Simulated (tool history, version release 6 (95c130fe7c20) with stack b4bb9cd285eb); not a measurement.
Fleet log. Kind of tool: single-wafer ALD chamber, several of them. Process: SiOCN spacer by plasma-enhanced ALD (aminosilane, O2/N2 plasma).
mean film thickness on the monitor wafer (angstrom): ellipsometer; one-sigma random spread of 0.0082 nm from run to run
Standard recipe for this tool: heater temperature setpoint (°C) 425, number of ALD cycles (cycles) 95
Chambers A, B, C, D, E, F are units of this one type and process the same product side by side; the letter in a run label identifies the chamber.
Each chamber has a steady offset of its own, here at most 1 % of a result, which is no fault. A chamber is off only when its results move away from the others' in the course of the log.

| run | day | heater temperature setpoint (°C) | number of ALD cycles (cycles) | read-back reference wafer on the same gauge, thickness_nm | mean film thickness on the monitor wafer (angstrom) |
|---|---|---|---|---|---|
| 1F | 0.392 | 425 | 95 | 4.5503 | 53.502 |
| 2E | 0.871 | 425 | 95 | 4.5513 | 53.209 |
| 3B | 1.271 | 425 | 95 | 4.5533 | 53.105 |
|  | 1.492 | chamber D: thermocouple changed; heater temperature recalibrated |
|  | 1.504 | chamber C: thermocouple changed; heater temperature recalibrated |
| 4D | 1.800 | 425 | 95 | 4.5532 | 53.579 |
| 5C | 2.175 | 425 | 95 | 4.5540 | 52.661 |
| 6A | 2.496 | 425 | 95 | 4.5541 | 52.933 |
| 7D | 2.971 | 415 | 113 | 4.5570 | 65.731 |
| 8F | 3.425 | 415 | 113 | 4.5553 | 65.675 |
| 9C | 4.008 | 415 | 113 | 4.5561 | 64.740 |
| 10E | 4.500 | 415 | 113 | 4.5573 | 65.535 |
| 11A | 4.938 | 415 | 113 | 4.5565 | 65.060 |
| 12B | 5.467 | 415 | 113 | 4.5589 | 65.452 |
| 13F | 5.804 | 425 | 95 | 4.5603 | 53.385 |
|  | 5.892 | chamber B: thermocouple changed; heater temperature recalibrated |
| 14A | 6.179 | 425 | 95 | 4.5615 | 52.974 |
| 15B | 6.575 | 425 | 95 | 4.5606 | 53.360 |
| 16E | 6.858 | 425 | 95 | 4.5601 | 53.281 |
| 17C | 7.367 | 425 | 95 | 4.5617 | 52.733 |
| 18D | 7.879 | 425 | 95 | 4.5636 | 53.494 |
| 19D | 8.462 | 434 | 95 | 4.5642 | 52.254 |
| 20E | 8.962 | 434 | 95 | 4.5637 | 51.812 |
| 21A | 9.417 | 434 | 95 | 4.5658 | 51.507 |
| 22B | 9.758 | 434 | 95 | 4.5670 | 51.795 |
| 23C | 10.221 | 434 | 95 | 4.5666 | 51.236 |
| 24F | 10.808 | 434 | 95 | 4.5676 | 52.010 |
| 25B | 11.092 | 439 | 108 | 4.5664 | 57.946 |
| 26A | 11.696 | 439 | 108 | 4.5687 | 57.716 |
| 27F | 12.104 | 439 | 108 | 4.5699 | 58.243 |
| 28E | 12.454 | 439 | 108 | 4.5688 | 58.076 |
| 29C | 12.721 | 439 | 108 | 4.5712 | 57.308 |
| 30D | 13.133 | 439 | 108 | 4.5699 | 58.258 |
| 31F | 13.592 | 425 | 95 | 4.5717 | 53.632 |
| 32E | 14.179 | 425 | 95 | 4.5717 | 53.429 |
| 33B | 14.625 | 412 | 112 | 4.5744 | 65.726 |
| 34C | 15.017 | 412 | 112 | 4.5725 | 64.914 |
| 35D | 15.388 | 412 | 112 | 4.5750 | 65.983 |
| 36A | 15.779 | 412 | 112 | 4.5757 | 65.225 |
| 37F | 16.196 | 412 | 112 | 4.5776 | 65.908 |
| 38D | 16.704 | 412 | 112 | 4.5779 | 65.967 |
| 39E | 17.212 | 425 | 95 | 4.5764 | 53.500 |
| 40C | 17.675 | 425 | 95 | 4.5787 | 53.043 |

Next, all 6 chambers run the settings below, one line each with question marks for the results. What does each chamber give?
| 41A | 18.112 | 425 | 78 |  | ? |
| 41B | 18.112 | 425 | 78 |  | ? |
| 41C | 18.112 | 425 | 78 |  | ? |
| 41D | 18.112 | 425 | 78 |  | ? |
| 41E | 18.112 | 425 | 78 |  | ? |
| 41F | 18.112 | 425 | 78 |  | ? |

| run | mean film thickness on the monitor wafer (angstrom) |
|---|---|
| 41A | 43.725 |
| 41B | 43.858 |
| 41C | 43.674 |
| 41D | 44.248 |
| 41E | 44.012 |
| 41F | 44.155 |
